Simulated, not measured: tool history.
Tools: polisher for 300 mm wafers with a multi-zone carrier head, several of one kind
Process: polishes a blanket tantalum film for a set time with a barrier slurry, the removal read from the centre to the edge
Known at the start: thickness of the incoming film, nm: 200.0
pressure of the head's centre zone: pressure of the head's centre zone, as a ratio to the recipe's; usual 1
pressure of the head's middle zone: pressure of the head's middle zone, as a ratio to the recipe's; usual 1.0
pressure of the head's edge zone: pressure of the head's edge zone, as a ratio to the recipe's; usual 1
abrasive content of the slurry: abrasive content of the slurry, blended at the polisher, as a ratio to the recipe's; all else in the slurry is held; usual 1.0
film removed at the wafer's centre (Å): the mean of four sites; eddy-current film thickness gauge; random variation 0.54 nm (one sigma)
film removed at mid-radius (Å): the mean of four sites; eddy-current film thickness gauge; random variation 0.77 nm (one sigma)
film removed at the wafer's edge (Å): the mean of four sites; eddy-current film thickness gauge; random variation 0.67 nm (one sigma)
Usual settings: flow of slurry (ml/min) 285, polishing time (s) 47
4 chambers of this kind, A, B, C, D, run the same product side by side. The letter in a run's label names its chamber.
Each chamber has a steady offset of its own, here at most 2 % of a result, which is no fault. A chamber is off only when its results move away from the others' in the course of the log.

run   hour  flow of slurry (ml/min)  pressure of the head's centre zone  pressure of the head's middle zone  pressure of the head's edge zone  abrasive content of the slurry  polishing time (s)  film removed at the wafer's centre (Å)  film removed at mid-radius (Å)  film removed at the wafer's edge (Å)
 1A   10.5                      285                                   1                                 1.0                                 1                             1.0                  47                                  714.17                          694.48                                698.59
 2D   18.0                      285                                   1                                 1.0                                 1                             1.0                  47                                  712.62                          697.97                                711.56
 3B   24.5                      285                                   1                                 1.0                                 1                             1.0                  47                                  710.98                          707.85                                707.88
      25.4  -- chamber D: worn pad replaced by a new one
      33.8  -- chamber D: centre zone pressure recalibrated
 4C   37.1                      285                                   1                                 1.0                                 1                             1.0                  47                                  721.99                          706.36                                699.94
      40.8  -- chamber C: edge zone pressure recalibrated
 5D   49.3                      285                                   1                                 1.0                                 1                             1.0                  47                                  713.07                          716.84                                718.53
 6A   61.0                      285                                   1                                 1.0                                 1                             1.0                  47                                  712.60                          696.30                                697.56
      65.5  -- chamber A: worn pad replaced by a new one
      66.6  -- chamber D: edge zone pressure recalibrated
      67.7  -- chamber B: centre zone pressure recalibrated
 7C   68.0                      285                                   1                                 1.0                                 1                             1.0                  47                                  714.82                          707.02                                691.92
 8B   77.1                      285                                   1                                 1.0                                 1                             1.0                  47                                  711.65                          699.64                                695.99
      79.8  -- chamber B: slurry nozzle cleaned
 9C   82.9                      285                                   1                                 1.0                                 1                             1.0                  47                                  710.93                          697.09                                708.71
10D   89.6                      285                                   1                                 1.0                                 1                             1.0                  47                                  703.79                          716.64                                703.96
      98.7  -- chamber D: worn pad replaced by a new one
11A  100.4                      285                                   1                                 1.0                                 1                             1.0                  47                                  705.62                          700.79                                691.65
     101.4  -- chamber B: worn pad replaced by a new one
12B  107.8                      285                                   1                                 1.0                                 1                             1.0                  47                                  714.03                          705.06                                711.20
13C  117.5                      285                                   1                                 1.0                                 1                             1.0                  47                                  705.53                          695.68                                707.64
     126.5  -- chamber A: worn pad replaced by a new one
14B  127.1                      285                                   1                                 1.0                                 1                             1.0                  47                                  713.15                          704.54                                707.75
     129.8  -- chamber C: slurry nozzle cleaned
15D  135.4                      285                                   1                                 1.0                                 1                             1.0                  47                                  712.15                          705.26                                705.09
     137.7  -- chamber D: slurry nozzle cleaned
16A  147.2                      285                                   1                                 1.0                                 1                             1.0                  47                                  708.93                          703.66                                693.03
17C  155.4                      285                                   1                                 1.0                                 1                             1.0                  47                                  711.00                          676.30                                684.91
18D  166.5                      285                                   1                                 1.0                                 1                             1.0                  47                                  710.42                          713.31                                711.82
     170.7  -- chamber D: worn pad replaced by a new one
19B  174.1                      285                                   1                                 1.0                                 1                             1.0                  47                                  712.63                          704.45                                705.52
20A  179.6                      285                                   1                                 1.0                                 1                             1.0                  47                                  708.02                          696.11                                702.55
     188.2  -- chamber A: worn pad replaced by a new one
21C  190.6                      285                                   1                                 1.0                                 1                             1.0                  47                                  681.70                          672.90                                685.29
     196.0  -- chamber B: worn pad replaced by a new one
22A  197.2                      285                                   1                                 1.0                                 1                             1.0                  47                                  711.83                          704.74                                693.39
23B  204.4                      285                                   1                                 1.0                                 1                             1.0                  47                                  715.75                          699.85                                701.34
24D  211.7                      285                                   1                                 1.0                                 1                             1.0                  47                                  708.80                          702.54                                724.41
25C  221.8                      285                                   1                                 1.0                                 1                             1.0                  53                                  773.41                          746.77                                751.33
26D  227.8                      285                                   1                                 1.0                                 1                             1.0                  53                                  803.97                          793.97                                803.86
27B  238.5                      285                                   1                                 1.0                                 1                             1.0                  53                                  792.13                          789.00                                807.59
     245.9  -- chamber A: worn pad replaced by a new one
     246.1  -- chamber C: centre zone pressure recalibrated
28A  249.1                      285                                   1                                 1.0                                 1                             1.0                  53                                  788.16                          793.92                                781.49
     251.0  -- chamber B: edge zone pressure recalibrated
     251.7  -- chamber D: worn pad replaced by a new one
29B  255.3                      285                                   1                                 1.0                                 1                             1.0                  47                                  708.87                          699.34                                704.22
30A  267.9                      285                                   1                                 1.0                                 1                             1.0                  47                                  709.97                          715.52                                701.08
31D  275.9                      285                                   1                                 1.0                                 1                             1.0                  47                                  707.91                          709.31                                711.53
32C  286.1                      285                                   1                                 1.0                                 1                             1.0                  47                                  671.47                          666.95                                650.38
33C  294.1                      285                                   1                                 1.0                                 1                             1.0                  47                                  659.40                          649.65                                635.87
     301.7  -- chamber A: worn pad replaced by a new one
34B  303.5                      285                                   1                                 0.9                                 1                             1.0                  47                                  698.62                          640.67                                713.12
35A  312.4                      285                                   1                                 0.9                                 1                             1.0                  47                                  697.49                          645.33                                694.01
36D  321.2                      285                                   1                                 0.9                                 1                             1.0                  47                                  709.34                          636.50                                709.34

Next, every chamber runs the same settings. What will each give?
37A  330.3                      285                                   1                                 1.0                                 1                             1.2                  47                                       ?                               ?                                     ?
37B  330.3                      285                                   1                                 1.0                                 1                             1.2                  47                                       ?                               ?                                     ?
37C  330.3                      285                                   1                                 1.0                                 1                             1.2                  47                                       ?                               ?                                     ?
37D  330.3                      285                                   1                                 1.0                                 1                             1.2                  47                                       ?                               ?                                     ?

run  film removed at the wafer's centre (Å)  film removed at mid-radius (Å)  film removed at the wafer's edge (Å)
37A                                  743.25                          735.16                                720.31
37B                                  734.57                          748.01                                736.70
37C                                  679.63                          676.23                                663.42
37D                                  740.01                          745.31                                747.86

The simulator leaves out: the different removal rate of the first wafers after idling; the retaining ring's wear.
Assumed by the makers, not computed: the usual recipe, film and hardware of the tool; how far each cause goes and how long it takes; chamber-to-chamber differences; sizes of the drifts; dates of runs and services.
